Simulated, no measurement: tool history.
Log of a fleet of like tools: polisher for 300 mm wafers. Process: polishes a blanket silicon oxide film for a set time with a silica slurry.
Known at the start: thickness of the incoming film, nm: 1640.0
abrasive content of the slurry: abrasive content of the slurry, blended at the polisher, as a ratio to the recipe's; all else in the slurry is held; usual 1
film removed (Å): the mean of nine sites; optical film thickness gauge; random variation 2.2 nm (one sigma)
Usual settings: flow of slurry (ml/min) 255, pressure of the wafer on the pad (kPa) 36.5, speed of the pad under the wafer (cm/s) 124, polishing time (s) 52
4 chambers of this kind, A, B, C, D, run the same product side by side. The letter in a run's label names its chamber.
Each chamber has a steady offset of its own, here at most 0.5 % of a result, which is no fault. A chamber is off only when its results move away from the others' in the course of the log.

run,hour,flow of slurry (ml/min),pressure of the wafer on the pad (kPa),speed of the pad under the wafer (cm/s),abrasive content of the slurry,polishing time (s),wafers polished on this pad,hours since the slurry nozzle was cleaned,hours since the head pressure was calibrated,hours since the slurry blender was calibrated,hours since the conditioning disc was replaced,film removed (Å)
# hour 1.9: chamber D: worn pad replaced by a new one
1D,7.6,255,36.5,124,1,52,45,275,47.8,125.2,37.6,2000.3
# hour 14: chamber B: worn pad replaced by a new one
2B,14.9,255,36.5,124,1,52,7,16.3,328.2,22,64.4,2002.5
3A,25.2,255,36.5,124,1,52,863,633.9,1246.9,86.7,59.8,2025.1
4C,31.4,255,36.5,124,1,52,620,284.1,257,476.3,90.4,2013.9
# hour 32.7: chamber A: worn pad replaced by a new one
5D,38.6,315,45.5,124,1,52,290,306,78.8,156.2,68.6,2556.3
6A,49.4,315,45.5,124,1,52,132,658.1,1271.1,110.9,84,2570.1
# hour 51.5: chamber C: conditioning disc replaced and pad reconditioned
# hour 56.4: chamber D: slurry blender recalibrated
# hour 59.8: chamber D: worn pad replaced by a new one
7C,59.9,315,45.5,124,1,52,846,312.6,285.5,504.8,8.4,2555.4
# hour 62.3: chamber A: slurry blender recalibrated
8B,68,315,45.5,124,1,52,428,69.4,381.3,75.1,117.5,2587.4
# hour 74.6: chamber B: head pressure recalibrated
9D,77.1,255,36.5,124,1,52,137,344.5,117.3,20.7,107.1,2018.2
# hour 81: chamber C: worn pad replaced by a new one
# hour 81.3: chamber C: slurry nozzle cleaned
10C,83.6,255,36.5,124,1,52,20,2.4,309.2,528.5,32.1,2003.6
# hour 85.9: chamber B: worn pad replaced by a new one
11B,91.4,255,36.5,124,1,52,43,92.8,16.8,98.5,140.9,2023.9
# hour 91.7: chamber C: slurry blender recalibrated
# hour 93.4: chamber A: head pressure recalibrated
12A,101.5,255,36.5,124,1,52,545,710.2,8.1,39.2,136.1,2207.5
13A,109.1,255,36.5,124,1,52,606,717.8,15.7,46.8,143.7,2203.3
14D,119,255,36.5,124,1,52,469,386.4,159.2,62.6,149,2014.7
# hour 127: chamber A: worn pad replaced by a new one
15C,129.7,255,29.6,124,0.75,52,386,48.5,355.3,38.1,78.2,1407
# hour 132.8: chamber D: worn pad replaced by a new one
16B,137.6,255,29.6,124,0.75,52,409,139,63,144.7,187.1,1415.3
17D,145.7,255,29.6,124,0.75,52,102,413.1,185.9,89.3,175.7,1415.5
# hour 149.2: chamber B: worn pad replaced by a new one
18B,151.2,255,29.6,124,0.75,52,16,152.6,76.6,158.3,200.7,1433.7
# hour 160.2: chamber C: conditioning disc replaced and pad reconditioned
19C,160.4,255,36.5,124,1,52,629,79.2,386,68.8,0.2,2008.6
# hour 166: chamber A: slurry blender recalibrated
20A,170.7,225,36.5,156,1,52,346,779.4,77.3,4.8,205.3,2656.4
21D,179.5,225,36.5,156,1,52,370,446.9,219.7,123.1,209.5,2380.9
22A,185.1,225,36.5,156,1,52,460,793.8,91.7,19.2,219.7,2646.2
# hour 191.8: chamber C: worn pad replaced by a new one
23B,196.6,225,36.5,156,1,52,376,198,122,203.7,246.1,2387.4
24C,202.5,255,36.5,124,1,52,84,121.3,428.1,110.9,42.3,2005.3
# hour 204.1: chamber D: worn pad replaced by a new one
25D,208.8,255,36.5,124,1,52,37,476.2,249,152.4,238.8,2061.9
# hour 218.5: chamber B: worn pad replaced by a new one
26A,220.8,255,36.5,124,1,52,743,829.5,127.4,54.9,255.4,2212.5
27B,230,255,36.5,124,1,52,91,231.4,155.4,237.1,279.5,2016.1
28C,237.1,255,36.5,124,1,52,359,155.9,462.7,145.5,76.9,2015.5
29B,243.1,255,36.5,124,1,52,194,244.5,168.5,250.2,292.6,2029.4
# hour 243.6: chamber A: worn pad replaced by a new one
30D,251.4,255,36.5,124,1,52,374,518.8,291.6,195,281.4,2027.6
31C,261,255,36.5,124,1,52,548,179.8,486.6,169.4,100.8,2037.3
# hour 264.4: chamber D: slurry blender recalibrated
# hour 265.7: chamber C: conditioning disc replaced and pad reconditioned
32A,269.9,255,36.5,124,1,52,209,878.6,176.5,104,304.5,2226
# hour 276.9: chamber B: worn pad replaced by a new one
# hour 278.1: chamber A: slurry blender recalibrated
# hour 280.2: chamber D: worn pad replaced by a new one
33B,281.8,255,36.5,124,1,52,39,283.2,207.2,288.9,331.3,2037.6
34D,291.7,255,36.5,124,1,52,91,559.1,331.9,27.3,321.7,2056.6
35C,300.1,255,36.5,124,1,52,858,218.9,525.7,208.5,34.4,1972.4
36A,308.5,255,36.5,124,1,52,514,917.2,215.1,30.4,343.1,2220.2

What goes on in this fleet: one chamber off, a drifting gauge, or nothing beyond the chambers' own small offsets? Name the chamber and the cause, if any.

A service left chamber A off against the others.
Cause: head's pressure above its setpoint, % = 11.1.

Here are 4 candidates for chamber A's next run, each the usual settings with a change, their results left as question marks. Which one brings its results back in line with what the others give on the usual settings?
In line means no further than this from the other chambers' mean on the usual settings: film removed (Å) 78
37A-1,317.5,260,36.5,136,1.05,52,,,,,,?
37A-2,317.5,255,36.5,134,1.05,57,,,,,,?
37A-3,317.5,255,36.5,118,1,49,,,,,,?
37A-4,317.5,255,31,124,1,52,,,,,,?

The other chambers' mean on the usual settings: film removed (Å) 2017.2
run,film removed (Å)
37A-1,2459.6
37A-2,2657.9
37A-3,2016.6
37A-4,1892.7
37A-3 brings the chamber back in line.
